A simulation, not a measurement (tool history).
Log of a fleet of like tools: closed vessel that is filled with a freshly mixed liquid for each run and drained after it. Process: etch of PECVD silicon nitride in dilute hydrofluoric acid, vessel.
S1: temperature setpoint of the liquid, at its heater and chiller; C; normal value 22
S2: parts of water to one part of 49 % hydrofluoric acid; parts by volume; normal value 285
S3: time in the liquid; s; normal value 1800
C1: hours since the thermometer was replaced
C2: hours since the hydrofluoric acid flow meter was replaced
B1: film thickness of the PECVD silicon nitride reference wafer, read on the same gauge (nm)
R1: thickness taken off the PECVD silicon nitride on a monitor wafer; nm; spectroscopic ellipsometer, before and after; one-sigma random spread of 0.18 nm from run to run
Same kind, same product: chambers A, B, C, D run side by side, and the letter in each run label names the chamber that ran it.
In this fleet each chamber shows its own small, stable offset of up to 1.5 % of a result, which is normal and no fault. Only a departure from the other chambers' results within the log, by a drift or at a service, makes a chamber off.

run,day,S1,S2,S3,C1,C2,B1,R1
1A,0.125,22,285,1800,384.7,572.3,30.012,31.962
2C,0.279,22,285,1800,577.9,1413.3,29.987,32.413
3D,0.483,22,285,1800,1292.9,542.2,29.998,31.64
4B,0.671,22,285,1800,355.4,182.4,30.001,31.871
5A,0.896,22,345,1800,403.2,590.8,30.006,26.309
6B,1.096,22,345,1800,365.6,192.6,29.979,26.556
7C,1.317,22,345,1800,602.8,1438.2,30.004,26.7
8D,1.5,22,345,1800,1317.3,566.6,29.983,26.082
9B,1.683,22,285,1800,379.7,206.7,29.993,32.362
10D,1.858,22,285,1800,1325.9,575.2,30.041,31.167
11A,2.004,22,285,1800,429.8,617.4,30.02,32.033
12C,2.108,22,285,1800,621.8,1457.2,30.036,32.416
13A,2.233,22,285,1800,435.3,622.9,29.974,32.195
14B,2.396,19.5,285,1800,396.8,223.8,29.974,27.652
15C,2.558,19.5,285,1800,632.6,1468,30.011,27.602
16D,2.675,19.5,285,1800,1345.5,594.8,30.021,26.875
17A,2.796,19.5,285,1800,448.8,636.4,30.001,27.883
18D,2.946,22,285,1800,1352,601.3,29.99,31.524
19B,3.142,22,285,1115,414.7,241.7,30.024,20.061
20C,3.35,22,285,1115,651.6,1487,29.974,20.029
21C,3.554,22,285,1115,656.5,1491.9,30.003,19.86
22B,3.783,22,285,1115,430.1,257.1,29.996,20.031
23D,3.921,22,285,1800,1375.4,624.7,29.987,31.437
24A,4.096,22,285,1800,480,667.6,29.999,33.253
25D,4.225,18,285,2665,1382.7,632,29.981,35.789
26C,4.375,18,285,2665,676.2,1511.6,29.991,36.859
27A,4.5,18,285,2665,489.7,677.3,29.973,38.395
28B,4.725,18,285,2665,452.7,279.7,30.009,36.698
29C,4.871,22,285,1800,688.1,1523.5,30,32.279
30A,5.058,22,285,1800,503.1,690.7,30.007,33.428

Next, all 4 chambers run the settings below, one line each with question marks for the results. What does each chamber give?
31A,5.221,22,285,1800,,,,?
31B,5.221,22,285,1800,,,,?
31C,5.221,22,285,1800,,,,?
31D,5.221,22,285,1800,,,,?

run,R1
31A,33.721
31B,32.202
31C,32.034
31D,31.518

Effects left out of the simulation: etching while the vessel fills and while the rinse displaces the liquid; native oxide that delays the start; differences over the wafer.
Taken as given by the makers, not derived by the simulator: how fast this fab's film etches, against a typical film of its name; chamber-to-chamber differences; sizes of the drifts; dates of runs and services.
